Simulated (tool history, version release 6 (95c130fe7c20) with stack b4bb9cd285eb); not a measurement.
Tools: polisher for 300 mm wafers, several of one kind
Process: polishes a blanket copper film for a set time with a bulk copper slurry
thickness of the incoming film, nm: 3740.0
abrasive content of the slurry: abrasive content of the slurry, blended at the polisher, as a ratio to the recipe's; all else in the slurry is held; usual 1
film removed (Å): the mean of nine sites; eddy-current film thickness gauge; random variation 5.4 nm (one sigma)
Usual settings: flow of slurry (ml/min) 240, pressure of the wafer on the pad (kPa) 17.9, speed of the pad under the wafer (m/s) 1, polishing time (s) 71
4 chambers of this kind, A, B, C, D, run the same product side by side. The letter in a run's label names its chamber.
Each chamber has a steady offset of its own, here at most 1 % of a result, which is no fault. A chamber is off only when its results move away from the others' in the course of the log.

run	day	flow of slurry (ml/min)	pressure of the wafer on the pad (kPa)	speed of the pad under the wafer (m/s)	abrasive content of the slurry	polishing time (s)	film removed (Å)
# day 0.296: chamber C: worn pad replaced by a new one
1B	0.429	240	17.9	1	1	71	7285.9
# day 0.833: chamber D: worn pad replaced by a new one
2D	0.908	240	17.9	1	1	71	7258.8
# day 0.971: chamber C: slurry nozzle cleaned
# day 1.029: chamber D: slurry blender recalibrated
3A	1.329	240	17.9	1	1	71	7158.2
4C	1.629	240	17.9	1	1	71	7214
# day 2.025: chamber A: worn pad replaced by a new one
5B	2.108	180	17.9	1	1	71	6967.6
6C	2.408	180	17.9	1	1	71	7035.6
7D	3.054	180	17.9	1	1	71	6958.6
8A	3.488	180	17.9	1	1	71	6929
# day 3.762: chamber B: worn pad replaced by a new one
9D	3.958	240	20	1	1.15	71	8272.3
# day 4.062: chamber D: slurry nozzle cleaned
# day 4.392: chamber C: worn pad replaced by a new one
10B	4.479	240	20	1	1.15	71	8288.8
# day 4.629: chamber D: worn pad replaced by a new one
11C	4.938	240	20	1	1.15	71	8314.1
12A	5.271	240	20	1	1.15	71	8313.7
# day 5.6: chamber A: worn pad replaced by a new one
13B	5.667	240	13.1	1.14	1	71	5953.4
# day 5.7: chamber C: slurry blender recalibrated
14A	5.975	240	13.1	1.14	1	71	5969.5
15D	6.304	240	13.1	1.14	1	71	6040.2
16C	6.683	240	13.1	1.14	1	71	6018.9
# day 6.717: chamber B: slurry blender recalibrated
17A	7.121	160	17.9	1	1.3	71	7217.3
18C	7.529	160	17.9	1	1.3	71	7300.5
19D	8.05	160	17.9	1	1.3	71	7366.8
# day 8.067: chamber B: worn pad replaced by a new one
# day 8.088: chamber C: worn pad replaced by a new one
20B	8.604	160	17.9	1	1.3	71	7164.1
# day 8.75: chamber D: worn pad replaced by a new one
21D	9.033	240	17.9	0.8	1	71	5849.1
22A	9.592	240	17.9	0.8	1	71	5663.6
# day 9.688: chamber A: worn pad replaced by a new one
# day 9.788: chamber D: slurry blender recalibrated
23B	9.988	240	17.9	0.8	1	71	5750
24C	10.283	240	17.9	0.8	1	71	5808.4
25D	10.867	240	17.9	1	1	71	7296.2
26A	11.292	240	17.9	1	1	71	7149.6
# day 11.688: chamber C: worn pad replaced by a new one
# day 11.746: chamber B: worn pad replaced by a new one
27C	11.812	240	17.9	1	1	71	7273.2
28B	12.138	240	17.9	1	1	71	7209.2
# day 12.254: chamber D: worn pad replaced by a new one
# day 12.471: chamber C: head pressure recalibrated
29D	12.65	240	17.9	1	1	71	7186.2
# day 12.971: chamber B: slurry blender recalibrated
30B	12.975	240	17.9	1	1	71	7207.6
# day 13.108: chamber A: worn pad replaced by a new one
# day 13.125: chamber B: head pressure recalibrated
# day 13.271: chamber C: slurry nozzle cleaned
31A	13.5	240	20	1	1	71	8107.7
# day 13.888: chamber A: slurry blender recalibrated
32C	13.888	240	20	1	1	71	8099.9
# day 14.475: chamber B: slurry nozzle cleaned
33B	14.512	240	20	1	1	71	8043.5
34C	15.117	240	20	1	1	71	8110.3
# day 15.246: chamber B: worn pad replaced by a new one
35D	15.583	240	17.9	1	1	71	7334
# day 15.592: chamber D: worn pad replaced by a new one
# day 15.658: chamber C: worn pad replaced by a new one
# day 15.983: chamber A: slurry nozzle cleaned
36A	16.208	240	17.9	1	1	71	7217.1
37C	16.571	240	17.9	1	1	71	7200.3
# day 17.012: chamber D: head pressure recalibrated
38A	17.017	240	17.9	1	1	71	7237.8
# day 17.317: chamber A: worn pad replaced by a new one
39D	17.396	240	17.9	1	1	71	7216.3
40B	17.729	240	17.9	1	1	71	7090.9
41A	18.158	240	17.9	1	1	71	7153.6
42B	18.625	240	17.9	1	1	71	7084.3
# day 18.942: chamber D: worn pad replaced by a new one
43C	18.979	240	17.9	1	1	71	7296.8
# day 19.071: chamber D: slurry blender recalibrated
44D	19.508	240	17.9	1	1	71	7215.7

All 4 chambers run these settings next. Forecast each chamber's results:
45A	19.983	240	17.9	1	1	71	?
45B	19.983	240	17.9	1	1	71	?
45C	19.983	240	17.9	1	1	71	?
45D	19.983	240	17.9	1	1	71	?

run	film removed (Å)
45A	7226.5
45B	7183.8
45C	7288.7
45D	7194.4
